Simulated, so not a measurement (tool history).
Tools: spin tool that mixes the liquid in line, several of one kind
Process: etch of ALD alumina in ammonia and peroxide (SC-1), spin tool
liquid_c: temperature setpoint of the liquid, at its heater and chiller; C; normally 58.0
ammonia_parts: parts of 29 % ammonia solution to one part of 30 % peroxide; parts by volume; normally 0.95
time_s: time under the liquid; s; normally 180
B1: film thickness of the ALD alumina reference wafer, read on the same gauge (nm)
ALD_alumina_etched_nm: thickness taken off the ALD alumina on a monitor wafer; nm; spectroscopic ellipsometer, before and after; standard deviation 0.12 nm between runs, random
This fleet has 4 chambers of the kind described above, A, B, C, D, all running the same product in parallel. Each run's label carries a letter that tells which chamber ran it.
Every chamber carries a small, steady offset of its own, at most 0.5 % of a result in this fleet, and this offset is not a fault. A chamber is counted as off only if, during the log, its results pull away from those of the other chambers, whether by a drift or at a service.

Run 1B, hour 8.8: usual settings; B1 40.035. Result: ALD_alumina_etched_nm 16.394 nm.
Run 2D, hour 16.3: usual settings; B1 40.002. Result: ALD_alumina_etched_nm 16.675 nm.
Run 3C, hour 21.8: usual settings; B1 40.044. Result: ALD_alumina_etched_nm 16.474 nm.
Run 4A, hour 28.6: usual settings; B1 39.982. Result: ALD_alumina_etched_nm 16.630 nm.
Run 5C, hour 36.4: usual settings; B1 39.995. Result: ALD_alumina_etched_nm 16.693 nm.
At hour 39.4: chamber D: heated supply line repaired.
Run 6A, hour 46.4: usual settings; B1 39.993. Result: ALD_alumina_etched_nm 16.472 nm.
Run 7D, hour 54.8: usual settings but liquid_c 55.0 C, ammonia_parts 1.20 parts by volume; B1 40.028. Result: ALD_alumina_etched_nm 14.389 nm.
At hour 54.9: chamber D: ammonia flow meter replaced.
Run 8B, hour 63.7: usual settings but liquid_c 55.0 C, ammonia_parts 1.20 parts by volume; B1 39.975. Result: ALD_alumina_etched_nm 14.541 nm.
Run 9A, hour 71.9: usual settings but liquid_c 55.0 C, ammonia_parts 1.20 parts by volume; B1 39.985. Result: ALD_alumina_etched_nm 14.519 nm.
Run 10D, hour 80.1: usual settings but liquid_c 55.0 C, ammonia_parts 1.20 parts by volume; B1 39.983. Result: ALD_alumina_etched_nm 14.477 nm.
Run 11C, hour 89.0: usual settings; B1 39.981. Result: ALD_alumina_etched_nm 16.669 nm.
Run 12B, hour 95.2: usual settings; B1 40.022. Result: ALD_alumina_etched_nm 16.401 nm.
Run 13B, hour 100.7: usual settings; B1 39.981. Result: ALD_alumina_etched_nm 16.459 nm.
Run 14D, hour 108.3: usual settings; B1 40.003. Result: ALD_alumina_etched_nm 16.470 nm.
Run 15A, hour 118.9: usual settings; B1 39.967. Result: ALD_alumina_etched_nm 16.634 nm.
At hour 119.2: chamber D: thermometer replaced.
Run 16C, hour 127.7: usual settings; B1 40.011. Result: ALD_alumina_etched_nm 16.391 nm.
Run 17D, hour 135.2: usual settings; B1 40.030. Result: ALD_alumina_etched_nm 16.509 nm.
Run 18B, hour 145.0: usual settings; B1 39.992. Result: ALD_alumina_etched_nm 16.563 nm.
Run 19C, hour 154.5: usual settings; B1 39.977. Result: ALD_alumina_etched_nm 16.143 nm.
Run 20A, hour 163.1: usual settings; B1 39.990. Result: ALD_alumina_etched_nm 16.779 nm.
Run 21C, hour 170.2: usual settings; B1 40.024. Result: ALD_alumina_etched_nm 16.218 nm.
Run 22B, hour 176.7: usual settings; B1 40.000. Result: ALD_alumina_etched_nm 16.763 nm.
At hour 185.4: chamber B: ammonia flow meter replaced.
Run 23A, hour 186.5: usual settings; B1 40.010. Result: ALD_alumina_etched_nm 16.520 nm.
Run 24D, hour 191.9: usual settings but liquid_c 50.5 C; B1 39.998. Result: ALD_alumina_etched_nm 11.104 nm.
Run 25B, hour 197.9: usual settings but liquid_c 50.5 C; B1 40.004. Result: ALD_alumina_etched_nm 11.193 nm.
Run 26A, hour 208.1: usual settings but liquid_c 50.5 C; B1 39.993. Result: ALD_alumina_etched_nm 10.990 nm.
Run 27D, hour 216.9: usual settings but liquid_c 50.5 C; B1 40.018. Result: ALD_alumina_etched_nm 11.187 nm.
Run 28C, hour 223.3: usual settings; B1 39.998. Result: ALD_alumina_etched_nm 15.798 nm.
Run 29D, hour 230.6: usual settings; B1 39.999. Result: ALD_alumina_etched_nm 16.669 nm.
Run 30B, hour 241.4: usual settings; B1 40.004. Result: ALD_alumina_etched_nm 16.529 nm.
Run 31C, hour 251.1: usual settings but time_s 140 s; B1 40.023. Result: ALD_alumina_etched_nm 12.163 nm.
At hour 256.5: chamber D: new drum of ammonia solution connected.
Run 32A, hour 258.7: usual settings but time_s 140 s; B1 39.977. Result: ALD_alumina_etched_nm 13.059 nm.
Run 33C, hour 266.3: usual settings but time_s 140 s; B1 40.014. Result: ALD_alumina_etched_nm 12.053 nm.
Run 34B, hour 274.5: usual settings but time_s 140 s; B1 40.009. Result: ALD_alumina_etched_nm 13.007 nm.
Run 35A, hour 280.7: usual settings; B1 39.984. Result: ALD_alumina_etched_nm 16.551 nm.
Run 36D, hour 289.6: usual settings; B1 39.975. Result: ALD_alumina_etched_nm 16.902 nm.
Run 37A, hour 300.1: usual settings; B1 39.981. Result: ALD_alumina_etched_nm 16.500 nm.
At hour 305.6: chamber B: new drum of ammonia solution connected.
Run 38C, hour 308.1: usual settings; B1 39.974. Result: ALD_alumina_etched_nm 15.334 nm.
At hour 314.0: chamber C: new drum of ammonia solution connected.
Run 39B, hour 314.8: usual settings; B1 39.988. Result: ALD_alumina_etched_nm 16.736 nm.
Run 40D, hour 321.2: usual settings but liquid_c 64.5 C; B1 40.019. Result: ALD_alumina_etched_nm 23.211 nm.
Run 41B, hour 327.0: usual settings but liquid_c 64.5 C; B1 40.015. Result: ALD_alumina_etched_nm 23.488 nm.
Run 42A, hour 332.3: usual settings but liquid_c 64.5 C; B1 39.997. Result: ALD_alumina_etched_nm 22.927 nm.
Run 43C, hour 337.1: usual settings but liquid_c 64.5 C; B1 39.998. Result: ALD_alumina_etched_nm 21.047 nm.

For the next run the whole fleet of 4 chambers uses the same settings. Give each chamber's results:
Run 44A, hour 344.9: usual settings. Result: ALD_alumina_etched_nm ?.
Run 44B, hour 344.9: usual settings. Result: ALD_alumina_etched_nm ?.
Run 44C, hour 344.9: usual settings. Result: ALD_alumina_etched_nm ?.
Run 44D, hour 344.9: usual settings. Result: ALD_alumina_etched_nm ?.

run  ALD_alumina_etched_nm
44A                 16.539
44B                 16.538
44C                 15.373
44D                 16.841
